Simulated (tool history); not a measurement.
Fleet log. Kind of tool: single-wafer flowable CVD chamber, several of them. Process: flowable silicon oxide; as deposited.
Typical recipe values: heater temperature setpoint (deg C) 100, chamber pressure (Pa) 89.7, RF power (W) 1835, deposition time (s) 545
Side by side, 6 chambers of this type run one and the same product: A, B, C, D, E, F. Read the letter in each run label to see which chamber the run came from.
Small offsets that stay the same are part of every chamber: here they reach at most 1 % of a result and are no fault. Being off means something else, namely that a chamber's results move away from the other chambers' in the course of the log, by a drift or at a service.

| run | day | heater temperature setpoint (deg C) | chamber pressure (Pa) | RF power (W) | deposition time (s) | read-back reference wafer on the same gauge, thickness_nm | mean film thickness on the monitor wafer (Å) |
|---|---|---|---|---|---|---|---|
| 1E | 0.267 | 100 | 89.7 | 1835 | 545 | 249.89 | 2576.6 |
| 2B | 0.412 | 100 | 89.7 | 1835 | 545 | 249.58 | 2558.6 |
|  | 0.571 | chamber A: RF generator calibrated |
| 3C | 0.592 | 100 | 89.7 | 1835 | 545 | 249.80 | 2571.2 |
| 4D | 0.867 | 100 | 89.7 | 1835 | 545 | 249.99 | 2586.9 |
| 5A | 1.125 | 100 | 89.7 | 1835 | 545 | 250.11 | 2567.5 |
| 6F | 1.362 | 100 | 89.7 | 1835 | 491 | 250.12 | 2285.3 |
| 7A | 1.529 | 100 | 89.7 | 1835 | 491 | 250.00 | 2310.3 |
| 8E | 1.662 | 100 | 89.7 | 1835 | 491 | 249.89 | 2344.6 |
| 9B | 1.921 | 100 | 89.7 | 1835 | 491 | 249.96 | 2311.2 |
| 10D | 2.050 | 100 | 89.7 | 1835 | 491 | 250.01 | 2352.7 |
| 11C | 2.300 | 100 | 89.7 | 1835 | 491 | 250.18 | 2309.2 |
| 12F | 2.458 | 100 | 106.3 | 1660 | 545 | 249.92 | 3138.8 |
| 13F | 2.621 | 100 | 106.3 | 1660 | 545 | 249.73 | 3134.3 |
| 14D | 2.767 | 100 | 106.3 | 1660 | 545 | 249.90 | 3225.7 |
|  | 2.825 | chamber F: capacitance manometer re-zeroed and calibrated |
| 15C | 2.929 | 100 | 106.3 | 1660 | 545 | 249.86 | 3146.1 |
| 16A | 3.188 | 100 | 106.3 | 1660 | 545 | 249.81 | 3169.3 |
| 17E | 3.346 | 100 | 106.3 | 1660 | 545 | 250.12 | 3119.6 |
| 18B | 3.554 | 100 | 89.7 | 1835 | 545 | 250.27 | 2556.1 |
| 19F | 3.717 | 100 | 89.7 | 1835 | 545 | 249.90 | 2563.3 |
| 20B | 3.933 | 100 | 89.7 | 1835 | 545 | 250.05 | 2559.1 |
| 21C | 4.221 | 100 | 89.7 | 1835 | 545 | 249.88 | 2574.2 |
| 22E | 4.433 | 100 | 89.7 | 1835 | 545 | 250.12 | 2571.2 |
| 23D | 4.629 | 100 | 89.7 | 1835 | 545 | 249.71 | 2641.4 |
| 24A | 4.779 | 100 | 89.7 | 1835 | 545 | 250.03 | 2583.7 |
| 25F | 4.938 | 100 | 89.7 | 1835 | 545 | 250.14 | 2555.9 |
| 26D | 5.154 | 100 | 89.7 | 1835 | 588 | 250.11 | 2869.8 |
| 27B | 5.392 | 100 | 89.7 | 1835 | 588 | 250.20 | 2770.1 |
| 28A | 5.558 | 100 | 89.7 | 1835 | 588 | 250.17 | 2779.4 |
| 29E | 5.800 | 100 | 89.7 | 1835 | 588 | 249.87 | 2787.7 |
| 30C | 6.054 | 100 | 89.7 | 1835 | 588 | 249.87 | 2766.7 |
| 31A | 6.283 | 100 | 89.7 | 1835 | 588 | 250.20 | 2784.1 |
| 32E | 6.546 | 100 | 89.7 | 1835 | 545 | 250.07 | 2572.7 |
| 33F | 6.792 | 100 | 89.7 | 1835 | 545 | 250.07 | 2559.5 |
| 34B | 7.017 | 100 | 89.7 | 1835 | 545 | 249.84 | 2559.5 |
| 35C | 7.275 | 100 | 89.7 | 2100 | 459 | 250.15 | 2231.7 |
| 36D | 7.517 | 100 | 89.7 | 2100 | 459 | 250.21 | 2372.5 |
| 37F | 7.792 | 100 | 89.7 | 2100 | 459 | 249.94 | 2220.3 |
| 38D | 7.929 | 100 | 89.7 | 2100 | 459 | 250.15 | 2373.8 |

Next, all 6 chambers run the settings below, one line each with question marks for the results. What does each chamber give?
| 39A | 8.146 | 100 | 89.7 | 1680 | 545 |  | ? |
| 39B | 8.146 | 100 | 89.7 | 1680 | 545 |  | ? |
| 39C | 8.146 | 100 | 89.7 | 1680 | 545 |  | ? |
| 39D | 8.146 | 100 | 89.7 | 1680 | 545 |  | ? |
| 39E | 8.146 | 100 | 89.7 | 1680 | 545 |  | ? |
| 39F | 8.146 | 100 | 89.7 | 1680 | 545 |  | ? |

| run | mean film thickness on the monitor wafer (Å) |
|---|---|
| 39A | 2504.2 |
| 39B | 2512.5 |
| 39C | 2517.7 |
| 39D | 2658.1 |
| 39E | 2543.5 |
| 39F | 2469.9 |
